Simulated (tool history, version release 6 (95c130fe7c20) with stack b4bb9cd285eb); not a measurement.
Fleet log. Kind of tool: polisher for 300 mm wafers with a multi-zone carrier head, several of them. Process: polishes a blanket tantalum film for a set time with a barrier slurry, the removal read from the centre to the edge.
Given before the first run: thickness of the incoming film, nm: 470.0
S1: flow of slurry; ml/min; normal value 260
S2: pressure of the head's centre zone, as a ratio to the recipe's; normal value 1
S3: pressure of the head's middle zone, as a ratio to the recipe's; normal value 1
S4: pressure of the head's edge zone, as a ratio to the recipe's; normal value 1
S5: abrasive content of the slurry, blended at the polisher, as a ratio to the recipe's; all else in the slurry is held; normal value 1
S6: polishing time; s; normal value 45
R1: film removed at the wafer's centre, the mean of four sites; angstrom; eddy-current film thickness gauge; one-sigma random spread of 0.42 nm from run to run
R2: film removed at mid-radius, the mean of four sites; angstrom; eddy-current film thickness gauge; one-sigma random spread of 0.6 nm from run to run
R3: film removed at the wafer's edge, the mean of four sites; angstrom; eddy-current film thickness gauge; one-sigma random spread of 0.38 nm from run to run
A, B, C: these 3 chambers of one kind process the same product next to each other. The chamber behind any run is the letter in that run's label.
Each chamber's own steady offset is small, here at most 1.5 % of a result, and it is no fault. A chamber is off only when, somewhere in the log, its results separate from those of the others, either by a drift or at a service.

run	day	S1	S2	S3	S4	S5	S6	R1	R2	R3
1B	0.45	260	1	1	1	1	45	528.81	534.23	529.88
2C	1.1	260	1	1	1	1	45	530.12	545.12	537.85
# day 1.129: chamber C: slurry nozzle cleaned
# day 1.483: chamber C: worn pad replaced by a new one
3A	1.55	260	1	1	1	1	45	526.86	531.91	529.21
# day 1.596: chamber A: worn pad replaced by a new one
4B	2.067	260	1	1	1	1	45	522.16	528.67	543.71
# day 2.488: chamber B: worn pad replaced by a new one
5C	2.504	260	1	1	1	1	45	534.16	541.25	529.93
6A	2.821	260	1	1	1	1	45	538.33	531.3	534.26
7A	3.258	260	1	1	1	1	45	539.8	532.8	530.79
8C	3.788	260	1	1	1	1	45	539.8	544.13	527.36
# day 3.908: chamber A: slurry nozzle cleaned
9B	4.267	260	1	1	1	1	45	531.47	537.63	533.01
10A	4.929	260	1	1	1	0.75	45	488.19	489.84	483.93
# day 5.162: chamber A: worn pad replaced by a new one
11C	5.283	260	1	1	1	0.75	45	485.46	495.66	484.19
# day 5.742: chamber C: worn pad replaced by a new one
12B	5.746	260	1	1	1	0.75	45	488.7	484.51	491.72
13A	6.158	260	1	1	1	1	45	538.71	526.44	535.69
14C	6.662	260	1	1	1	1	45	524.78	539.72	525.46
15B	6.971	260	1	1	1	1	45	527.94	534.11	537.15
16C	7.65	260	1	1	1	1	45	530.36	532.54	534.24
# day 7.938: chamber C: edge zone pressure recalibrated
# day 8.042: chamber A: worn pad replaced by a new one
# day 8.196: chamber B: worn pad replaced by a new one
17B	8.2	260	1	1	1	1	45	529.96	525.22	539.42
18A	8.517	260	1	1	1	1	45	530.3	541.24	541.64
# day 9.104: chamber C: worn pad replaced by a new one
19A	9.129	260	0.92	1	1	1	45	496.29	540.37	537.06
20C	9.575	260	0.92	1	1	1	45	487.42	535.39	538.74
21B	9.912	260	0.92	1	1	1	45	486.05	537.22	537
22C	10.338	260	1.11	1.05	1	1	45	593.78	564.65	527.76
23A	10.779	260	1.11	1.05	1	1	45	589.25	556.31	532.02

All chambers now run identical settings, listed one chamber a line with results as question marks. What results will each chamber show?
24A	11.271	335	1	1	1	1	45	?	?	?
24B	11.271	335	1	1	1	1	45	?	?	?
24C	11.271	335	1	1	1	1	45	?	?	?

run	R1	R2	R3
24A	558.59	538.69	546.49
24B	544.08	558.23	544.14
24C	550.68	555.96	543.22
